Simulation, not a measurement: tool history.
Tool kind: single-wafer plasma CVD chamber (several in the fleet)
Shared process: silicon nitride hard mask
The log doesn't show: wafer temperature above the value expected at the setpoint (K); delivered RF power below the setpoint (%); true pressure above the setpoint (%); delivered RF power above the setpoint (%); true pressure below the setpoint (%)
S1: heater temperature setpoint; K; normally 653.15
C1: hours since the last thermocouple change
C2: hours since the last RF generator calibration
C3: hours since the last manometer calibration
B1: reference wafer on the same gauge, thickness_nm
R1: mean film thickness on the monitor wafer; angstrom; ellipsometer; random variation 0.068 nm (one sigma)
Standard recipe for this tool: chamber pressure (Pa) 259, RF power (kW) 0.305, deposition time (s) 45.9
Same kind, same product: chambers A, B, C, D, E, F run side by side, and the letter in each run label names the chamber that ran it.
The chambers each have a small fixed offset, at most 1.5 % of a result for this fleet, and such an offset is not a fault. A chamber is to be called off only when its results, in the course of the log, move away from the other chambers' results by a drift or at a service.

{"run": "1A", "hour": 6.6, "S1": 653.15, "chamber pressure (Pa)": 259, "RF power (kW)": 0.305, "deposition time (s)": 45.9, "C1": 1017.8, "C2": 1625.4, "C3": 1254.3, "B1": 60.012, "R1": 571.39}
{"run": "2B", "hour": 12.7, "S1": 653.15, "chamber pressure (Pa)": 259, "RF power (kW)": 0.305, "deposition time (s)": 45.9, "C1": 1578.6, "C2": 1135.9, "C3": 1522.9, "B1": 59.978, "R1": 562.8}
{"run": "3E", "hour": 15.8, "S1": 653.15, "chamber pressure (Pa)": 259, "RF power (kW)": 0.305, "deposition time (s)": 45.9, "C1": 402.9, "C2": 474.3, "C3": 892.3, "B1": 59.977, "R1": 567.71}
{"run": "4D", "hour": 19.7, "S1": 653.15, "chamber pressure (Pa)": 259, "RF power (kW)": 0.305, "deposition time (s)": 45.9, "C1": 484.4, "C2": 892.0, "C3": 142.4, "B1": 59.973, "R1": 569.97}
{"run": "5C", "hour": 26.3, "S1": 665.15, "chamber pressure (Pa)": 259, "RF power (kW)": 0.305, "deposition time (s)": 45.9, "C1": 1800.5, "C2": 937.9, "C3": 1436.2, "B1": 59.977, "R1": 564.13}
{"run": "6F", "hour": 32.1, "S1": 665.15, "chamber pressure (Pa)": 259, "RF power (kW)": 0.305, "deposition time (s)": 45.9, "C1": 1269.2, "C2": 1440.7, "C3": 876.4, "B1": 59.964, "R1": 566.88}
{"run": "7A", "hour": 38.4, "S1": 665.15, "chamber pressure (Pa)": 259, "RF power (kW)": 0.305, "deposition time (s)": 45.9, "C1": 1049.6, "C2": 1657.2, "C3": 1286.1, "B1": 59.937, "R1": 570.4}
{"run": "8C", "hour": 44.7, "S1": 665.15, "chamber pressure (Pa)": 259, "RF power (kW)": 0.305, "deposition time (s)": 45.9, "C1": 1818.9, "C2": 956.3, "C3": 1454.6, "B1": 59.94, "R1": 564.37}
{"run": "9E", "hour": 48.6, "S1": 665.15, "chamber pressure (Pa)": 259, "RF power (kW)": 0.305, "deposition time (s)": 45.9, "C1": 435.7, "C2": 507.1, "C3": 925.1, "B1": 59.936, "R1": 565.23}
{"hour": 52.3, "done": "chamber B: RF generator calibrated"}
{"run": "10B", "hour": 53.1, "S1": 665.15, "chamber pressure (Pa)": 259, "RF power (kW)": 0.305, "deposition time (s)": 45.9, "C1": 1619.0, "C2": 0.8, "C3": 1563.3, "B1": 59.924, "R1": 558.33}
{"run": "11F", "hour": 56.6, "S1": 653.15, "chamber pressure (Pa)": 259, "RF power (kW)": 0.305, "deposition time (s)": 45.9, "C1": 1293.7, "C2": 1465.2, "C3": 900.9, "B1": 59.925, "R1": 570.02}
{"run": "12D", "hour": 61.6, "S1": 653.15, "chamber pressure (Pa)": 259, "RF power (kW)": 0.305, "deposition time (s)": 45.9, "C1": 526.3, "C2": 933.9, "C3": 184.3, "B1": 59.922, "R1": 570.07}
{"run": "13A", "hour": 67.1, "S1": 653.15, "chamber pressure (Pa)": 259, "RF power (kW)": 0.305, "deposition time (s)": 45.9, "C1": 1078.3, "C2": 1685.9, "C3": 1314.8, "B1": 59.921, "R1": 573.56}
{"run": "14B", "hour": 73.8, "S1": 653.15, "chamber pressure (Pa)": 259, "RF power (kW)": 0.305, "deposition time (s)": 45.9, "C1": 1639.7, "C2": 21.5, "C3": 1584.0, "B1": 59.907, "R1": 560.45}
{"run": "15F", "hour": 80.5, "S1": 653.15, "chamber pressure (Pa)": 259, "RF power (kW)": 0.305, "deposition time (s)": 45.9, "C1": 1317.6, "C2": 1489.1, "C3": 924.8, "B1": 59.896, "R1": 570.2}
{"run": "16E", "hour": 87.5, "S1": 653.15, "chamber pressure (Pa)": 259, "RF power (kW)": 0.305, "deposition time (s)": 45.9, "C1": 474.6, "C2": 546.0, "C3": 964.0, "B1": 59.875, "R1": 567.68}
{"hour": 92.9, "done": "chamber B: capacitance manometer re-zeroed and calibrated"}
{"run": "17C", "hour": 93.8, "S1": 653.15, "chamber pressure (Pa)": 259, "RF power (kW)": 0.305, "deposition time (s)": 45.9, "C1": 1868.0, "C2": 1005.4, "C3": 1503.7, "B1": 59.876, "R1": 567.08}
{"hour": 99.4, "done": "chamber F: capacitance manometer re-zeroed and calibrated"}
{"run": "18D", "hour": 100.0, "S1": 653.15, "chamber pressure (Pa)": 259, "RF power (kW)": 0.305, "deposition time (s)": 45.9, "C1": 564.7, "C2": 972.3, "C3": 222.7, "B1": 59.866, "R1": 570.02}
{"run": "19A", "hour": 104.0, "S1": 642.15, "chamber pressure (Pa)": 228, "RF power (kW)": 0.305, "deposition time (s)": 45.9, "C1": 1115.2, "C2": 1722.8, "C3": 1351.7, "B1": 59.855, "R1": 553.21}
{"run": "20E", "hour": 108.1, "S1": 642.15, "chamber pressure (Pa)": 228, "RF power (kW)": 0.305, "deposition time (s)": 45.9, "C1": 495.2, "C2": 566.6, "C3": 984.6, "B1": 59.847, "R1": 548.27}
{"run": "21C", "hour": 113.7, "S1": 642.15, "chamber pressure (Pa)": 228, "RF power (kW)": 0.305, "deposition time (s)": 45.9, "C1": 1887.9, "C2": 1025.3, "C3": 1523.6, "B1": 59.847, "R1": 548.25}
{"run": "22D", "hour": 120.9, "S1": 642.15, "chamber pressure (Pa)": 228, "RF power (kW)": 0.305, "deposition time (s)": 45.9, "C1": 585.6, "C2": 993.2, "C3": 243.6, "B1": 59.847, "R1": 552.58}
{"run": "23F", "hour": 124.7, "S1": 642.15, "chamber pressure (Pa)": 228, "RF power (kW)": 0.305, "deposition time (s)": 45.9, "C1": 1361.8, "C2": 1533.3, "C3": 25.3, "B1": 59.815, "R1": 550.98}
{"run": "24B", "hour": 130.9, "S1": 642.15, "chamber pressure (Pa)": 228, "RF power (kW)": 0.305, "deposition time (s)": 45.9, "C1": 1696.8, "C2": 78.6, "C3": 38.0, "B1": 59.801, "R1": 544.84}
{"run": "25E", "hour": 136.7, "S1": 653.15, "chamber pressure (Pa)": 259, "RF power (kW)": 0.305, "deposition time (s)": 45.9, "C1": 523.8, "C2": 595.2, "C3": 1013.2, "B1": 59.816, "R1": 568.07}
{"run": "26B", "hour": 142.8, "S1": 653.15, "chamber pressure (Pa)": 259, "RF power (kW)": 0.305, "deposition time (s)": 45.9, "C1": 1708.7, "C2": 90.5, "C3": 49.9, "B1": 59.794, "R1": 561.88}
{"run": "27C", "hour": 149.6, "S1": 653.15, "chamber pressure (Pa)": 259, "RF power (kW)": 0.305, "deposition time (s)": 45.9, "C1": 1923.8, "C2": 1061.2, "C3": 1559.5, "B1": 59.813, "R1": 565.04}
{"run": "28F", "hour": 153.9, "S1": 653.15, "chamber pressure (Pa)": 259, "RF power (kW)": 0.305, "deposition time (s)": 45.9, "C1": 1391.0, "C2": 1562.5, "C3": 54.5, "B1": 59.779, "R1": 568.75}
{"run": "29D", "hour": 160.2, "S1": 653.15, "chamber pressure (Pa)": 259, "RF power (kW)": 0.305, "deposition time (s)": 45.9, "C1": 624.9, "C2": 1032.5, "C3": 282.9, "B1": 59.773, "R1": 567.98}
{"run": "30A", "hour": 166.7, "S1": 653.15, "chamber pressure (Pa)": 259, "RF power (kW)": 0.305, "deposition time (s)": 45.9, "C1": 1177.9, "C2": 1785.5, "C3": 1414.4, "B1": 59.778, "R1": 570.1}
{"run": "31D", "hour": 171.0, "S1": 653.15, "chamber pressure (Pa)": 259, "RF power (kW)": 0.305, "deposition time (s)": 45.9, "C1": 635.7, "C2": 1043.3, "C3": 293.7, "B1": 59.758, "R1": 569.0}
{"run": "32E", "hour": 176.9, "S1": 653.15, "chamber pressure (Pa)": 259, "RF power (kW)": 0.305, "deposition time (s)": 45.9, "C1": 564.0, "C2": 635.4, "C3": 1053.4, "B1": 59.751, "R1": 564.59}
{"run": "33F", "hour": 183.1, "S1": 647.15, "chamber pressure (Pa)": 259, "RF power (kW)": 0.305, "deposition time (s)": 45.9, "C1": 1420.2, "C2": 1591.7, "C3": 83.7, "B1": 59.727, "R1": 570.62}
{"run": "34C", "hour": 188.1, "S1": 647.15, "chamber pressure (Pa)": 259, "RF power (kW)": 0.305, "deposition time (s)": 45.9, "C1": 1962.3, "C2": 1099.7, "C3": 1598.0, "B1": 59.739, "R1": 566.71}
{"run": "35A", "hour": 194.5, "S1": 647.15, "chamber pressure (Pa)": 259, "RF power (kW)": 0.305, "deposition time (s)": 45.9, "C1": 1205.7, "C2": 1813.3, "C3": 1442.2, "B1": 59.737, "R1": 572.89}
{"run": "36B", "hour": 199.9, "S1": 647.15, "chamber pressure (Pa)": 259, "RF power (kW)": 0.305, "deposition time (s)": 45.9, "C1": 1765.8, "C2": 147.6, "C3": 107.0, "B1": 59.723, "R1": 561.27}
{"run": "37B", "hour": 205.5, "S1": 647.15, "chamber pressure (Pa)": 259, "RF power (kW)": 0.305, "deposition time (s)": 45.9, "C1": 1771.4, "C2": 153.2, "C3": 112.6, "B1": 59.729, "R1": 561.43}
{"run": "38E", "hour": 209.3, "S1": 647.15, "chamber pressure (Pa)": 259, "RF power (kW)": 0.305, "deposition time (s)": 45.9, "C1": 596.4, "C2": 667.8, "C3": 1085.8, "B1": 59.722, "R1": 565.96}

Next, every chamber runs the same settings. What will each give?
{"run": "39A", "hour": 214.5, "S1": 653.15, "chamber pressure (Pa)": 227, "RF power (kW)": 0.305, "deposition time (s)": 45.9, "R1": "?"}
{"run": "39B", "hour": 214.5, "S1": 653.15, "chamber pressure (Pa)": 227, "RF power (kW)": 0.305, "deposition time (s)": 45.9, "R1": "?"}
{"run": "39C", "hour": 214.5, "S1": 653.15, "chamber pressure (Pa)": 227, "RF power (kW)": 0.305, "deposition time (s)": 45.9, "R1": "?"}
{"run": "39D", "hour": 214.5, "S1": 653.15, "chamber pressure (Pa)": 227, "RF power (kW)": 0.305, "deposition time (s)": 45.9, "R1": "?"}
{"run": "39E", "hour": 214.5, "S1": 653.15, "chamber pressure (Pa)": 227, "RF power (kW)": 0.305, "deposition time (s)": 45.9, "R1": "?"}
{"run": "39F", "hour": 214.5, "S1": 653.15, "chamber pressure (Pa)": 227, "RF power (kW)": 0.305, "deposition time (s)": 45.9, "R1": "?"}

run=39A R1=550.15
run=39B R1=539.93
run=39C R1=544.87
run=39D R1=547.67
run=39E R1=545.79
run=39F R1=547.39

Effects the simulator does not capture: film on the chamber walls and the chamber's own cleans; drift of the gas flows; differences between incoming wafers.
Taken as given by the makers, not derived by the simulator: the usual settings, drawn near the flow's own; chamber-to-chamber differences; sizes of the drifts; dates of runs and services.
